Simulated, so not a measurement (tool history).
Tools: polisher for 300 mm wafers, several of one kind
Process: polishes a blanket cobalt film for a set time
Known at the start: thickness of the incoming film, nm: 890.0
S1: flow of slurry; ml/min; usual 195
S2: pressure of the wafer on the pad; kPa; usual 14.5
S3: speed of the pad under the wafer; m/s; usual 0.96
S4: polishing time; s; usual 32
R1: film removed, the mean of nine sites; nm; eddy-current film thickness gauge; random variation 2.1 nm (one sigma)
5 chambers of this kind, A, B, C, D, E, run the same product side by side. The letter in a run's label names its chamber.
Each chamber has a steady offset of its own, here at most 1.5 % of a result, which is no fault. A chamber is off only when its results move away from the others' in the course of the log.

run,hour,S1,S2,S3,S4,R1
# hour 2.1: chamber D: head pressure recalibrated
# hour 3.1: chamber B: head pressure recalibrated
1A,9,195,14.5,0.96,32,169.43
# hour 11.6: chamber E: worn pad replaced by a new one
2B,18.6,195,14.5,0.96,32,170
3C,28,195,14.5,0.96,32,171.33
4E,36.1,195,14.5,0.96,32,169.69
# hour 37.5: chamber A: slurry nozzle cleaned
5D,41.7,195,14.5,0.96,32,170.76
6E,48.7,195,14.5,0.96,32,172.21
# hour 58.2: chamber D: worn pad replaced by a new one
# hour 59.8: chamber B: worn pad replaced by a new one
7A,59.9,195,14.5,0.96,32,172.53
8C,67.2,195,14.5,0.96,32,169.93
# hour 73.6: chamber A: worn pad replaced by a new one
9B,75.4,195,14.5,0.96,40,216.68
10D,84.9,195,14.5,0.96,40,216.74
# hour 86.1: chamber E: worn pad replaced by a new one
11E,92,195,14.5,0.96,40,210.83
# hour 93.5: chamber C: worn pad replaced by a new one
12D,100.5,195,14.5,0.96,40,217.46
# hour 110.3: chamber A: head pressure recalibrated
13B,111.3,195,14.5,0.96,40,214.07
# hour 121.9: chamber C: head pressure recalibrated
14A,123.1,195,14.5,0.96,32,166.94
15C,132,195,14.5,0.96,32,186.56
16A,140.4,195,14.5,0.96,32,168.02
# hour 146.6: chamber D: worn pad replaced by a new one
17B,148,195,14.5,0.96,32,170.24
# hour 150.6: chamber A: worn pad replaced by a new one
# hour 156.7: chamber E: worn pad replaced by a new one
18C,157,195,14.5,0.96,32,182.75
19D,163.9,195,14.5,0.96,32,173.16
20E,170.1,195,14.5,0.96,32,170.91
# hour 172.6: chamber B: worn pad replaced by a new one
21C,181.2,195,14.5,0.96,32,182.75
22E,188.1,195,14.5,0.96,32,174.7
23D,195.4,195,14.5,0.7,23,89.995
# hour 195.8: chamber C: slurry nozzle cleaned
24B,204.1,195,14.5,0.7,23,89.7
# hour 208.9: chamber C: worn pad replaced by a new one
# hour 213.4: chamber A: worn pad replaced by a new one
25A,215.8,195,14.5,0.7,23,90.46
# hour 221.8: chamber E: worn pad replaced by a new one
26D,227.4,195,14.5,0.7,23,88.79
# hour 229.1: chamber D: worn pad replaced by a new one
27E,239.2,195,14.5,0.7,23,91.423
28A,249,195,14.5,0.96,32,171.44
29B,254.7,195,14.5,0.96,32,170.41
30C,261.5,195,16.5,1.16,32,259.56
31B,267.6,195,16.5,1.16,32,235.66
# hour 272.9: chamber A: slurry nozzle cleaned
# hour 273: chamber A: worn pad replaced by a new one
32E,277,195,16.5,1.16,32,235.75
33C,287.8,195,16.5,1.16,32,258.83
34D,297.7,195,16.5,1.16,32,242.41
35A,307.6,195,14.5,0.96,32,169.3
# hour 315.5: chamber D: worn pad replaced by a new one
36A,317.6,195,14.5,0.8,32,136.92
37D,329.4,195,14.5,0.8,32,146.24

Next, every chamber runs the same settings. What will each give?
38A,338.1,195,14.5,0.96,32,?
38B,338.1,195,14.5,0.96,32,?
38C,338.1,195,14.5,0.96,32,?
38D,338.1,195,14.5,0.96,32,?
38E,338.1,195,14.5,0.96,32,?

run,R1
38A,170.51
38B,171.9
38C,186.27
38D,175.6
38E,173.12

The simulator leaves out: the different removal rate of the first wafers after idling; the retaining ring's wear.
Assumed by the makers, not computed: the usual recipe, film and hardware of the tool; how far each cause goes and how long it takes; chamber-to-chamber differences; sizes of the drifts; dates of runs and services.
